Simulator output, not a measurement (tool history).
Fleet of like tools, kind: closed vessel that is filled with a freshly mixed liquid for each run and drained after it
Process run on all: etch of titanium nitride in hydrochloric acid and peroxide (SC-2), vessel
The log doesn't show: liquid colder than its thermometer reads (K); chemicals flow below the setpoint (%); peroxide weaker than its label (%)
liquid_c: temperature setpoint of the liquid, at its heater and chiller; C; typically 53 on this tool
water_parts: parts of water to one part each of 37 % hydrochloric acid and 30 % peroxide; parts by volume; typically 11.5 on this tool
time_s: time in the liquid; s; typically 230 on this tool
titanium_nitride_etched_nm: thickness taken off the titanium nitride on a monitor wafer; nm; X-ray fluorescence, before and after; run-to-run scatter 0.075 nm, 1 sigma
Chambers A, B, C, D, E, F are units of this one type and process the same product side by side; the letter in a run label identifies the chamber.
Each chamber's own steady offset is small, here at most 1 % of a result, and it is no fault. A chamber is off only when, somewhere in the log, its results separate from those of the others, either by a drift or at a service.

run	hour	liquid_c	water_parts	time_s	hours since the thermometer was replaced	hours since the chemicals flow meter was replaced	hours since the drum of peroxide was connected	read-back film thickness of the titanium nitride reference wafer, read on the same gauge (nm)	titanium_nitride_etched_nm
1B	2.3	53	11.5	230	1218.9	555.3	430.6	39.995	8.2899
2A	6.8	53	11.5	230	437.7	1212.9	13.8	40.003	8.4221
3D	11.6	53	11.5	230	538	555.4	747.6	39.998	8.4685
4E	14.7	53	11.5	230	1385.7	90.6	444.7	39.999	8.2546
5C	16.9	53	11.5	230	149.9	149.8	252.2	39.999	8.4343
6F	20.5	53	11.5	230	1126.2	530.9	705	39.991	8.346
7C	24.4	53	11.5	230	157.4	157.3	259.7	40.005	8.5105
8A	26.6	53	11.5	230	457.5	1232.7	33.6	40.004	8.4909
9B	29.3	53	11.5	230	1245.9	582.3	457.6	39.987	8.4078
10E	34	53	11.5	230	1405	109.9	464	40.007	8.2846
11F	36.3	53	11.5	230	1142	546.7	720.8	39.995	8.4278
12D	39.9	53	11.5	230	566.3	583.7	775.9	40.002	8.5502
# hour 40.1: chamber B: new drum of peroxide connected
13A	43.7	53	11.5	230	474.6	1249.8	50.7	39.999	8.4008
# hour 46.9: chamber E: new drum of peroxide connected
14D	48.3	53	11.5	230	574.7	592.1	784.3	39.995	8.4407
# hour 51.5: chamber D: new drum of peroxide connected
15E	52.7	53	11.5	230	1423.7	128.6	5.9	39.999	8.4309
16C	55.2	53	11.5	230	188.2	188.1	290.5	40.005	8.3996
17B	59.2	53	11.5	230	1275.8	612.2	19.1	39.977	8.3935
18F	61.9	53	11.5	230	1167.6	572.3	746.4	40.01	8.4525
19B	65	53	11.5	230	1281.6	618	24.9	39.982	8.4748
20F	67.6	53	11.5	230	1173.3	578	752.1	40.016	8.339
21A	72.4	58.5	11.5	320	503.3	1278.5	79.4	40.028	16.194
22D	76.5	58.5	11.5	320	602.9	620.3	25	39.994	16.745
23E	79.9	58.5	11.5	320	1450.9	155.8	33.1	39.979	16.561
24C	83.3	58.5	11.5	320	216.3	216.2	318.6	39.993	16.913
25C	88	58.5	11.5	320	221	220.9	323.3	39.998	16.779
26D	92	58.5	11.5	320	618.4	635.8	40.5	39.99	16.582
27B	94.8	53	11.5	230	1311.4	647.8	54.7	39.993	8.4598
28E	98.2	53	11.5	230	1469.2	174.1	51.4	40.012	8.4582
29A	102.7	53	11.5	230	533.6	1308.8	109.7	39.992	7.7935
30F	106.5	53	11.5	230	1212.2	616.9	791	40.013	8.2962
31A	110.9	53	11.5	230	541.8	1317	117.9	40.003	7.7767
32E	113.7	53	11.5	230	1484.7	189.6	66.9	40.005	8.5013
33F	118	53	6.5	230	1223.7	628.4	802.5	39.991	13.36
34C	121.5	53	6.5	230	254.5	254.4	356.8	39.966	13.339
# hour 121.8: chamber E: thermometer replaced
35D	126.3	53	6.5	230	652.7	670.1	74.8	39.995	13.617
36B	130.9	53	6.5	230	1347.5	683.9	90.8	39.979	13.232
37A	133.5	53	6.5	230	564.4	1339.6	140.5	39.998	12.191
38C	137.9	53	6.5	230	270.9	270.8	373.2	40	13.553
39D	140.2	53	11.5	230	666.6	684	88.7	39.987	8.3102
40F	144.1	53	11.5	230	1249.8	654.5	828.6	39.958	8.3752
41E	147.5	53	11.5	230	25.7	223.4	100.7	39.996	8.473
42B	151.2	53	11.5	230	1367.8	704.2	111.1	39.981	8.4337
43E	155.4	53	11.5	230	33.6	231.3	108.6	40.013	8.4303
44A	159.2	53	16	340	590.1	1365.3	166.2	39.992	8.3754

Decide between three cases: one chamber stands off from its peers, the gauge reading all wafers drifts, or nothing is wrong past each chamber's small offset. Where a chamber is off, say which and what most likely put it there.

Little by little, chamber A moves away from the other chambers.
Likeliest cause: liquid colder than its thermometer reads (K) = 1.87.
The log might look much the same if the cause were instead: chemicals flow below the setpoint (%).

Here are 4 candidates for chamber A's next run, each the usual settings with a change, their results left as question marks. Which one brings its results back in line with what the others give on the usual settings?
A result is in line if it is within this distance of the other chambers' mean on the usual settings: titanium_nitride_etched_nm 0.26 nm
45A-1	162.6	53	12	210					?
45A-2	162.6	51	11.5	200					?
45A-3	162.6	53	8.5	230					?
45A-4	162.6	53.5	11	240					?

What the other chambers average on the usual settings: titanium_nitride_etched_nm 8.4272 nm
run	titanium_nitride_etched_nm
45A-1	6.5693
45A-2	5.6762
45A-3	9.6116
45A-4	8.3608
The right change is 45A-4: it brings the chamber back within the allowed miss of the others.
